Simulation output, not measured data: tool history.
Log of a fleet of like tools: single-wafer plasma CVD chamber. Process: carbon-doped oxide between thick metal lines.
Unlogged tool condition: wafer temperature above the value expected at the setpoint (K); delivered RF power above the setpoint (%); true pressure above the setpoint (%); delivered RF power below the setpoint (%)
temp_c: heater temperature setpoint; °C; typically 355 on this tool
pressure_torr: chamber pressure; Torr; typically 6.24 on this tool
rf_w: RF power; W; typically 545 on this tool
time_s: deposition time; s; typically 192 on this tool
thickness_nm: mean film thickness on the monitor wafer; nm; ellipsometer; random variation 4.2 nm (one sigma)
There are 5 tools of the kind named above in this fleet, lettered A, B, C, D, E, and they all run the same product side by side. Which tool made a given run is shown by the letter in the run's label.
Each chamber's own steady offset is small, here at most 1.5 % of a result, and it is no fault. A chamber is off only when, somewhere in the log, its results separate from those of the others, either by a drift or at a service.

| run | hour | temp_c | pressure_torr | rf_w | time_s | hours since the last thermocouple change | hours since the last RF generator calibration | hours since the last manometer calibration | read-back reference wafer on the same gauge, thickness_nm | thickness_nm |
|---|---|---|---|---|---|---|---|---|---|---|
| 1E | 5.1 | 355 | 6.24 | 545 | 192 | 995.7 | 290.7 | 2634.3 | 1138.8 | 1029 |
| 2C | 12.7 | 355 | 6.24 | 545 | 192 | 898.3 | 1734 | 1118.7 | 1140.3 | 1051.6 |
| 3A | 18.3 | 355 | 6.24 | 545 | 192 | 671.7 | 596.4 | 1411.2 | 1140 | 1043.2 |
| 4B | 22.7 | 355 | 6.24 | 545 | 192 | 298 | 1581.5 | 681.9 | 1139.9 | 1046.3 |
| 5D | 29.5 | 355 | 6.24 | 545 | 192 | 2227.6 | 1261.1 | 990.5 | 1141.1 | 1027.3 |
| 6E | 35.5 | 355 | 6.24 | 545 | 192 | 1026.1 | 321.1 | 2664.7 | 1140.7 | 1035.9 |
| 7B | 41.2 | 355 | 6.24 | 545 | 192 | 316.5 | 1600 | 700.4 | 1140.6 | 1049 |
| 8C | 50 | 355 | 6.24 | 545 | 192 | 935.6 | 1771.3 | 1156 | 1140 | 1055 |
| 9A | 57.2 | 355 | 6.24 | 545 | 192 | 710.6 | 635.3 | 1450.1 | 1139.7 | 1037.8 |
| 10D | 62.6 | 355 | 6.24 | 545 | 192 | 2260.7 | 1294.2 | 1023.6 | 1140.1 | 1029.2 |
| 11B | 69.1 | 364 | 6.24 | 470 | 192 | 344.4 | 1627.9 | 728.3 | 1140.1 | 934.73 |
| 12E | 77.3 | 364 | 6.24 | 470 | 192 | 1067.9 | 362.9 | 2706.5 | 1140.7 | 925.66 |
| 13C | 81.9 | 364 | 6.24 | 470 | 192 | 967.5 | 1803.2 | 1187.9 | 1140.9 | 942.85 |
| 14A | 89.9 | 364 | 6.24 | 470 | 192 | 743.3 | 668 | 1482.8 | 1141.3 | 933.49 |
| 15D | 97.9 | 364 | 6.24 | 470 | 192 | 2296 | 1329.5 | 1058.9 | 1139.4 | 921.06 |
| 16C | 104.1 | 364 | 6.24 | 485 | 192 | 989.7 | 1825.4 | 1210.1 | 1140.3 | 963.45 |
|  | 104.8 | chamber C: RF generator calibrated |
| 17B | 112.3 | 364 | 6.24 | 485 | 192 | 387.6 | 1671.1 | 771.5 | 1139.3 | 953.72 |
| 18A | 119.4 | 364 | 6.24 | 485 | 192 | 772.8 | 697.5 | 1512.3 | 1139.3 | 948.64 |
| 19E | 126.6 | 364 | 6.24 | 485 | 192 | 1117.2 | 412.2 | 2755.8 | 1140 | 942.76 |
| 20D | 135.2 | 364 | 6.24 | 485 | 192 | 2333.3 | 1366.8 | 1096.2 | 1139.6 | 940.92 |
| 21E | 139.6 | 355 | 6.24 | 545 | 192 | 1130.2 | 425.2 | 2768.8 | 1139.2 | 1036.3 |
| 22A | 148.3 | 355 | 6.24 | 545 | 192 | 801.7 | 726.4 | 1541.2 | 1139.4 | 1042.8 |
| 23C | 155.9 | 345 | 6.24 | 545 | 192 | 1041.5 | 51.2 | 1261.9 | 1140.7 | 1089.6 |
| 24B | 161.7 | 345 | 6.24 | 545 | 192 | 437 | 1720.5 | 820.9 | 1139.7 | 1076.3 |
| 25D | 168.6 | 345 | 6.24 | 545 | 192 | 2366.7 | 1400.2 | 1129.6 | 1140.2 | 1052.7 |
| 26D | 172.5 | 345 | 6.24 | 545 | 192 | 2370.6 | 1404.1 | 1133.5 | 1139.4 | 1060.4 |
| 27E | 178 | 345 | 6.24 | 545 | 192 | 1168.6 | 463.6 | 2807.2 | 1139.9 | 1062.1 |
| 28B | 185.5 | 355 | 6.24 | 545 | 192 | 460.8 | 1744.3 | 844.7 | 1139.7 | 1041.3 |
|  | 187 | chamber E: capacitance manometer re-zeroed and calibrated |
| 29C | 190.1 | 355 | 6.24 | 545 | 192 | 1075.7 | 85.4 | 1296.1 | 1140.1 | 1049.5 |
| 30A | 195.2 | 355 | 6.24 | 545 | 192 | 848.6 | 773.3 | 1588.1 | 1140.7 | 1045.4 |
| 31A | 203.7 | 345 | 6.24 | 545 | 192 | 857.1 | 781.8 | 1596.6 | 1139.4 | 1070.9 |
| 32D | 210 | 345 | 6.24 | 545 | 192 | 2408.1 | 1441.6 | 1171 | 1139.5 | 1053.1 |
| 33E | 216.8 | 345 | 6.24 | 545 | 192 | 1207.4 | 502.4 | 29.8 | 1140.6 | 1054.7 |
| 34C | 221.2 | 345 | 6.24 | 545 | 192 | 1106.8 | 116.5 | 1327.2 | 1139.5 | 1083.7 |
| 35B | 229.3 | 345 | 6.24 | 545 | 192 | 504.6 | 1788.1 | 888.5 | 1140 | 1074 |
| 36B | 235.4 | 355 | 6.24 | 545 | 192 | 510.7 | 1794.2 | 894.6 | 1140.5 | 1046.4 |
| 37D | 243.7 | 355 | 7.16 | 545 | 192 | 2441.8 | 1475.3 | 1204.7 | 1138.9 | 1047.3 |
| 38A | 250.2 | 355 | 7.16 | 545 | 192 | 903.6 | 828.3 | 1643.1 | 1140.4 | 1060.6 |
| 39C | 256.7 | 355 | 7.16 | 545 | 192 | 1142.3 | 152 | 1362.7 | 1139.3 | 1060.7 |
| 40E | 261.5 | 355 | 7.16 | 545 | 192 | 1252.1 | 547.1 | 74.5 | 1140.7 | 1052.8 |
|  | 263.7 | chamber D: RF generator calibrated |
| 41C | 270 | 355 | 7.16 | 545 | 192 | 1155.6 | 165.3 | 1376 | 1140.4 | 1063.7 |
| 42E | 275.9 | 355 | 6.24 | 545 | 192 | 1266.5 | 561.5 | 88.9 | 1140.5 | 1031.3 |
| 43A | 283.7 | 355 | 6.24 | 545 | 215 | 937.1 | 861.8 | 1676.6 | 1140 | 1169.3 |
| 44D | 292.1 | 355 | 6.24 | 545 | 215 | 2490.2 | 28.5 | 1253.1 | 1140.5 | 1155 |

Next, every chamber runs the same settings. What will each give?
| 45A | 298.5 | 355 | 6.24 | 545 | 192 |  |  |  |  | ? |
| 45B | 298.5 | 355 | 6.24 | 545 | 192 |  |  |  |  | ? |
| 45C | 298.5 | 355 | 6.24 | 545 | 192 |  |  |  |  | ? |
| 45D | 298.5 | 355 | 6.24 | 545 | 192 |  |  |  |  | ? |
| 45E | 298.5 | 355 | 6.24 | 545 | 192 |  |  |  |  | ? |

| run | thickness_nm |
|---|---|
| 45A | 1049.8 |
| 45B | 1045.3 |
| 45C | 1048.3 |
| 45D | 1028.6 |
| 45E | 1027 |

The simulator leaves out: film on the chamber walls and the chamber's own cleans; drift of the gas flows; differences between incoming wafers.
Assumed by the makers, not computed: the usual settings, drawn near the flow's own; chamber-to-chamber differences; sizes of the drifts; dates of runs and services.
